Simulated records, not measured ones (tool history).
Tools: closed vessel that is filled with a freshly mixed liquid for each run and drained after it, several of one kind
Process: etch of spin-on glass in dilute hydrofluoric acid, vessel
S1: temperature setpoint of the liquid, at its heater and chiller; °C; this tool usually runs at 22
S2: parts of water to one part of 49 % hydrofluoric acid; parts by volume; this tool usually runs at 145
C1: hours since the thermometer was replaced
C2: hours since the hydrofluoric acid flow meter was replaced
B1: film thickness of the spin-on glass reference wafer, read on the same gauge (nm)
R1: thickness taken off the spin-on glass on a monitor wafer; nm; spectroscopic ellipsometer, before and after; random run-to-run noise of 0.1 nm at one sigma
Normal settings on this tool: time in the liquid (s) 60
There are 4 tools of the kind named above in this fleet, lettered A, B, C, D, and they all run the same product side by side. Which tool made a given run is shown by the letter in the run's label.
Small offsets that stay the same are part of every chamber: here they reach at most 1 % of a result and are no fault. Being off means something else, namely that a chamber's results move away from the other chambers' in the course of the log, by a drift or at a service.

run 1A hour=3.4 | S1=22 S2=145 time_in_the_liquid_(s)=60 | C1=825.9 C2=962 | B1=149.97 | R1=16.715
run 2C hour=5.9 | S1=22 S2=145 time_in_the_liquid_(s)=60 | C1=1098 C2=1239.2 | B1=150.03 | R1=16.649
run 3B hour=10.7 | S1=22 S2=145 time_in_the_liquid_(s)=60 | C1=1612.4 C2=409.1 | B1=150 | R1=16.612
run 4D hour=16.1 | S1=22 S2=145 time_in_the_liquid_(s)=60 | C1=944 C2=1000.7 | B1=150.01 | R1=16.744
run 5C hour=19 | S1=24.5 S2=145 time_in_the_liquid_(s)=60 | C1=1111.1 C2=1252.3 | B1=149.98 | R1=18.195
run 6D hour=21.5 | S1=24.5 S2=145 time_in_the_liquid_(s)=60 | C1=949.4 C2=1006.1 | B1=150 | R1=18.281
run 7B hour=27.2 | S1=24.5 S2=145 time_in_the_liquid_(s)=60 | C1=1628.9 C2=425.6 | B1=150 | R1=18.579
run 8A hour=31.4 | S1=24.5 S2=145 time_in_the_liquid_(s)=60 | C1=853.9 C2=990 | B1=149.98 | R1=18.656
run 9B hour=36.4 | S1=22 S2=145 time_in_the_liquid_(s)=60 | C1=1638.1 C2=434.8 | B1=149.99 | R1=16.834
run 10A hour=40.4 | S1=22 S2=145 time_in_the_liquid_(s)=60 | C1=862.9 C2=999 | B1=149.95 | R1=16.8
run 11D hour=43.9 | S1=22 S2=145 time_in_the_liquid_(s)=60 | C1=971.8 C2=1028.5 | B1=150 | R1=16.668
run 12C hour=46.4 | S1=25 S2=145 time_in_the_liquid_(s)=45 | C1=1138.5 C2=1279.7 | B1=150 | R1=14.12
run 13D hour=50.9 | S1=25 S2=145 time_in_the_liquid_(s)=45 | C1=978.8 C2=1035.5 | B1=149.99 | R1=14.174
run 14A hour=54.4 | S1=25 S2=145 time_in_the_liquid_(s)=45 | C1=876.9 C2=1013 | B1=150.02 | R1=14.138
run 15B hour=56.9 | S1=25 S2=145 time_in_the_liquid_(s)=45 | C1=1658.6 C2=455.3 | B1=149.98 | R1=14.556
run 16C hour=61 | S1=22 S2=145 time_in_the_liquid_(s)=60 | C1=1153.1 C2=1294.3 | B1=150.01 | R1=16.733
run 17B hour=64.2 | S1=22 S2=145 time_in_the_liquid_(s)=60 | C1=1665.9 C2=462.6 | B1=150 | R1=17.303
run 18D hour=69.6 | S1=22 S2=145 time_in_the_liquid_(s)=60 | C1=997.5 C2=1054.2 | B1=149.97 | R1=16.737
run 19C hour=75.2 | S1=19.5 S2=145 time_in_the_liquid_(s)=70 | C1=1167.3 C2=1308.5 | B1=150.02 | R1=17.591
run 20A hour=78.9 | S1=19.5 S2=145 time_in_the_liquid_(s)=70 | C1=901.4 C2=1037.5 | B1=149.99 | R1=17.836
run 21C hour=84.3 | S1=19.5 S2=145 time_in_the_liquid_(s)=70 | C1=1176.4 C2=1317.6 | B1=149.99 | R1=17.489
run 22B hour=87.3 | S1=19.5 S2=145 time_in_the_liquid_(s)=70 | C1=1689 C2=485.7 | B1=149.96 | R1=18.686
run 23A hour=92.5 | S1=22 S2=145 time_in_the_liquid_(s)=60 | C1=915 C2=1051.1 | B1=150.01 | R1=16.822
run 24D hour=97.4 | S1=22 S2=145 time_in_the_liquid_(s)=60 | C1=1025.3 C2=1082 | B1=149.99 | R1=16.721
run 25C hour=101 | S1=22 S2=145 time_in_the_liquid_(s)=60 | C1=1193.1 C2=1334.3 | B1=150 | R1=16.646
run 26A hour=105.9 | S1=22 S2=145 time_in_the_liquid_(s)=60 | C1=928.4 C2=1064.5 | B1=150.01 | R1=16.755
run 27B hour=109 | S1=22 S2=145 time_in_the_liquid_(s)=60 | C1=1710.7 C2=507.4 | B1=150.01 | R1=18.11
run 28D hour=112.8 | S1=22 S2=145 time_in_the_liquid_(s)=60 | C1=1040.7 C2=1097.4 | B1=149.99 | R1=16.916
run 29D hour=118.3 | S1=22 S2=205 time_in_the_liquid_(s)=60 | C1=1046.2 C2=1102.9 | B1=149.98 | R1=11.205

Is one chamber off against the others, does the gauge drift, or is nothing wrong? If a chamber is off, say which, and what the likeliest cause is.

It is chamber B that slowly wanders off from its peers.
Likeliest cause: liquid hotter than its thermometer reads (K) = 1.92.
It could be hard to tell apart here from: hydrofluoric acid flow above the setpoint (%).

Here are 4 candidates for chamber B's next run, each the usual settings with a change, their results left as question marks. Which one brings its results back in line with what the others give on the usual settings?
Maximum distance from the other chambers' mean on the usual settings for a result to count as in line: R1 0.36 nm
run 30B-1 hour=122.5 | S1=21.5 S2=160 time_in_the_liquid_(s)=60 | R1=?
run 30B-2 hour=122.5 | S1=22 S2=155 time_in_the_liquid_(s)=60 | R1=?
run 30B-3 hour=122.5 | S1=25.5 S2=145 time_in_the_liquid_(s)=60 | R1=?
run 30B-4 hour=122.5 | S1=22 S2=145 time_in_the_liquid_(s)=65 | R1=?

Average result of the remaining chambers running the usual settings: R1 16.729 nm
run=30B-1 R1=15.854
run=30B-2 R1=16.773
run=30B-3 R1=20.71
run=30B-4 R1=19.624
With 30B-2, the chamber falls back in line with the rest.
